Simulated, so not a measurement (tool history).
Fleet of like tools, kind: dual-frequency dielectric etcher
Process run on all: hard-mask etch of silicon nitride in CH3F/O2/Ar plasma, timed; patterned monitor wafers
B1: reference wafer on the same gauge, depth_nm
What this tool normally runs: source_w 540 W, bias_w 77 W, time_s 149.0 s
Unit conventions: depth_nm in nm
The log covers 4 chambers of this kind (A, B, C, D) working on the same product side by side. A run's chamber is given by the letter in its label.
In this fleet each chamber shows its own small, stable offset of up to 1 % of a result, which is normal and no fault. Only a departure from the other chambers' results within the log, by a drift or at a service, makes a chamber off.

run 1C hour=6.5 | source_w=540 bias_w=77 time_s=149.0 | B1=136.01 | depth_nm=119.40
-- hour=8.8 chamber B: wet clean of the chamber
run 2A hour=12.8 | source_w=540 bias_w=77 time_s=149.0 | B1=135.94 | depth_nm=120.62
-- hour=16.4 chamber C: source power generator calibrated
run 3B hour=24.7 | source_w=540 bias_w=77 time_s=149.0 | B1=136.06 | depth_nm=120.22
run 4D hour=32.3 | source_w=540 bias_w=77 time_s=149.0 | B1=136.10 | depth_nm=120.36
run 5A hour=45.7 | source_w=540 bias_w=77 time_s=149.0 | B1=136.07 | depth_nm=120.42
-- hour=57.0 chamber D: wet clean of the chamber
run 6B hour=58.0 | source_w=540 bias_w=77 time_s=149.0 | B1=136.07 | depth_nm=120.30
run 7D hour=70.5 | source_w=540 bias_w=77 time_s=149.0 | B1=136.16 | depth_nm=120.09
run 8C hour=78.2 | source_w=610 bias_w=64 time_s=149.0 | B1=136.21 | depth_nm=117.54
run 9C hour=90.4 | source_w=610 bias_w=64 time_s=149.0 | B1=136.25 | depth_nm=117.82
run 10B hour=99.2 | source_w=610 bias_w=64 time_s=149.0 | B1=136.22 | depth_nm=118.43
run 11A hour=109.8 | source_w=610 bias_w=64 time_s=149.0 | B1=136.31 | depth_nm=118.92
run 12D hour=117.7 | source_w=540 bias_w=77 time_s=149.0 | B1=136.29 | depth_nm=120.12
run 13C hour=126.2 | source_w=540 bias_w=77 time_s=149.0 | B1=136.35 | depth_nm=119.61
run 14D hour=135.3 | source_w=540 bias_w=77 time_s=164.5 | B1=136.40 | depth_nm=132.62
run 15B hour=147.1 | source_w=540 bias_w=77 time_s=164.5 | B1=136.34 | depth_nm=133.26
run 16A hour=154.1 | source_w=540 bias_w=77 time_s=164.5 | B1=136.33 | depth_nm=133.34
run 17C hour=167.2 | source_w=540 bias_w=77 time_s=164.5 | B1=136.32 | depth_nm=132.26
run 18B hour=178.2 | source_w=540 bias_w=77 time_s=149.0 | B1=136.37 | depth_nm=120.56
-- hour=181.3 chamber C: bias power generator calibrated
run 19A hour=189.8 | source_w=540 bias_w=77 time_s=149.0 | B1=136.46 | depth_nm=120.93
run 20D hour=201.6 | source_w=540 bias_w=77 time_s=149.0 | B1=136.47 | depth_nm=120.47
run 21A hour=210.8 | source_w=540 bias_w=77 time_s=149.0 | B1=136.51 | depth_nm=120.97
run 22B hour=219.6 | source_w=540 bias_w=77 time_s=149.0 | B1=136.44 | depth_nm=120.28
run 23D hour=229.6 | source_w=540 bias_w=84 time_s=175.5 | B1=136.57 | depth_nm=146.32
run 24C hour=238.9 | source_w=540 bias_w=84 time_s=175.5 | B1=136.62 | depth_nm=145.47
run 25B hour=246.2 | source_w=540 bias_w=84 time_s=175.5 | B1=136.59 | depth_nm=147.01
run 26D hour=256.2 | source_w=540 bias_w=84 time_s=175.5 | B1=136.61 | depth_nm=146.13
run 27C hour=267.6 | source_w=540 bias_w=77 time_s=149.0 | B1=136.62 | depth_nm=119.87
run 28A hour=280.0 | source_w=640 bias_w=70 time_s=149.0 | B1=136.69 | depth_nm=125.25
run 29A hour=290.0 | source_w=640 bias_w=70 time_s=149.0 | B1=136.73 | depth_nm=125.34
run 30D hour=297.2 | source_w=640 bias_w=70 time_s=149.0 | B1=136.79 | depth_nm=124.60
run 31C hour=303.5 | source_w=640 bias_w=70 time_s=149.0 | B1=136.69 | depth_nm=124.27
-- hour=308.2 chamber C: wet clean of the chamber
run 32B hour=313.2 | source_w=540 bias_w=77 time_s=149.0 | B1=136.80 | depth_nm=120.95
run 33D hour=322.5 | source_w=540 bias_w=77 time_s=149.0 | B1=136.78 | depth_nm=120.86
-- hour=324.9 chamber D: source power generator calibrated
run 34B hour=332.3 | source_w=540 bias_w=77 time_s=149.0 | B1=136.77 | depth_nm=120.64
run 35A hour=341.0 | source_w=540 bias_w=77 time_s=169.5 | B1=136.87 | depth_nm=138.11
run 36C hour=346.9 | source_w=540 bias_w=77 time_s=169.5 | B1=136.85 | depth_nm=136.99
run 37B hour=360.1 | source_w=540 bias_w=77 time_s=169.5 | B1=136.90 | depth_nm=137.39
run 38D hour=370.1 | source_w=540 bias_w=77 time_s=169.5 | B1=136.81 | depth_nm=137.71
run 39C hour=378.9 | source_w=540 bias_w=77 time_s=149.0 | B1=136.95 | depth_nm=120.23

Decide between three cases: one chamber stands off from its peers, the gauge reading all wafers drifts, or nothing is wrong past each chamber's small offset. Where a chamber is off, say which and what most likely put it there.

It is the gauge, not a chamber: its drift shows up in every chamber's results at once, and no chamber is off.
What lies behind it: gauge reads high (%) = 0.687.

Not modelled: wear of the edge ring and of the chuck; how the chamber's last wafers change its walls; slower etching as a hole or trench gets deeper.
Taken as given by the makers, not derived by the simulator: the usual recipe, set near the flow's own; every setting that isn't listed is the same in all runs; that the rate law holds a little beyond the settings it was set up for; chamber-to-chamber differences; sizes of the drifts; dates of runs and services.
